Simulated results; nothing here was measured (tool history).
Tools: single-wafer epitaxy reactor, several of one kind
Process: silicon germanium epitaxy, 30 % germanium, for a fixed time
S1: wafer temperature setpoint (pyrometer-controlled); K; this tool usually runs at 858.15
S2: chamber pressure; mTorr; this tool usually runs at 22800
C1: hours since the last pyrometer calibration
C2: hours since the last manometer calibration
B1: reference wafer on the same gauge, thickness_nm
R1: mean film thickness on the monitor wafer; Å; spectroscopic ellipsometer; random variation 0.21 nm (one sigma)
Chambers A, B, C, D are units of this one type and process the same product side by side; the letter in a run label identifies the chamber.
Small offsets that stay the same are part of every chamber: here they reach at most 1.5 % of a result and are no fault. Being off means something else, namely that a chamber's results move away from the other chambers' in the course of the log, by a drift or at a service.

| run | hour | S1 | S2 | C1 | C2 | B1 | R1 |
|---|---|---|---|---|---|---|---|
| 1D | 5.5 | 858.15 | 22800 | 546.5 | 301.9 | 48.092 | 473.11 |
| 2A | 13.9 | 858.15 | 22800 | 1172.5 | 621.8 | 48.08 | 462.6 |
| 3B | 23.5 | 858.15 | 22800 | 1523.6 | 332.9 | 48.134 | 472.27 |
| 4C | 31.3 | 858.15 | 22800 | 477.5 | 1141.8 | 48.115 | 471.44 |
| 5B | 37.9 | 858.15 | 22800 | 1538 | 347.3 | 48.106 | 472.78 |
| 6C | 45.7 | 858.15 | 22800 | 491.9 | 1156.2 | 48.112 | 469.34 |
| 7A | 51.8 | 858.15 | 22800 | 1210.4 | 659.7 | 48.098 | 464.61 |
| 8D | 57.3 | 858.15 | 22800 | 598.3 | 353.7 | 48.113 | 475.71 |
| 9C | 67 | 858.15 | 22800 | 513.2 | 1177.5 | 48.043 | 470.69 |
| 10D | 74.1 | 858.15 | 22800 | 615.1 | 370.5 | 48.094 | 475.74 |
| 11A | 83.1 | 858.15 | 22800 | 1241.7 | 691 | 48.064 | 463.19 |
| 12B | 91.9 | 858.15 | 22800 | 1592 | 401.3 | 48.122 | 469.27 |
| 13A | 100.6 | 858.15 | 22800 | 1259.2 | 708.5 | 48.073 | 462.59 |
| 14D | 108.3 | 858.15 | 22800 | 649.3 | 404.7 | 48.094 | 478.19 |
| 15B | 114.2 | 858.15 | 22800 | 1614.3 | 423.6 | 48.072 | 471.28 |
| 16C | 125.3 | 858.15 | 22800 | 571.5 | 1235.8 | 48.086 | 470.86 |
| 17D | 135.7 | 858.15 | 22800 | 676.7 | 432.1 | 48.063 | 483.26 |
| 18A | 142.7 | 858.15 | 22800 | 1301.3 | 750.6 | 48.028 | 464.89 |
| 19B | 154.3 | 858.15 | 22800 | 1654.4 | 463.7 | 48.102 | 472.64 |
| 20C | 160.2 | 858.15 | 22800 | 606.4 | 1270.7 | 48.073 | 469.65 |
| 21B | 168.1 | 858.15 | 22800 | 1668.2 | 477.5 | 48.095 | 472.31 |
| 22D | 178.5 | 858.15 | 22800 | 719.5 | 474.9 | 48.064 | 485.87 |
| 23C | 188.5 | 858.15 | 22800 | 634.7 | 1299 | 48.114 | 467.5 |
| 24A | 194 | 868.15 | 19000 | 1352.6 | 801.9 | 48.023 | 520.8 |
| 25A | 199.8 | 868.15 | 19000 | 1358.4 | 807.7 | 48.116 | 523.67 |
|  | 205.3 | chamber B: pyrometer calibrated |
| 26B | 205.6 | 868.15 | 19000 | 0.4 | 515 | 48.131 | 530.83 |
| 27D | 213.4 | 868.15 | 19000 | 754.4 | 509.8 | 48.101 | 556.52 |
| 28C | 224.1 | 858.15 | 22800 | 670.3 | 1334.6 | 48.088 | 472.46 |
| 29A | 231 | 858.15 | 22800 | 1389.6 | 838.9 | 48.109 | 467.13 |
| 30C | 241.9 | 858.15 | 22800 | 688.1 | 1352.4 | 48.128 | 466.61 |
| 31B | 247.5 | 858.15 | 22800 | 42.3 | 556.9 | 48.08 | 470.06 |
| 32D | 258.1 | 858.15 | 22800 | 799.1 | 554.5 | 48.074 | 499.94 |
| 33A | 265.5 | 858.15 | 22800 | 1424.1 | 873.4 | 48.087 | 466.77 |
| 34C | 275 | 858.15 | 22800 | 721.2 | 1385.5 | 48.07 | 472.68 |
| 35B | 285.2 | 858.15 | 22800 | 80 | 594.6 | 48.125 | 470.08 |

Next, all 4 chambers run the settings below, one line each with question marks for the results. What does each chamber give?
| 36A | 294.1 | 858.15 | 19400 |  |  |  | ? |
| 36B | 294.1 | 858.15 | 19400 |  |  |  | ? |
| 36C | 294.1 | 858.15 | 19400 |  |  |  | ? |
| 36D | 294.1 | 858.15 | 19400 |  |  |  | ? |

| run | R1 |
|---|---|
| 36A | 436.25 |
| 36B | 438.01 |
| 36C | 442.23 |
| 36D | 473.76 |
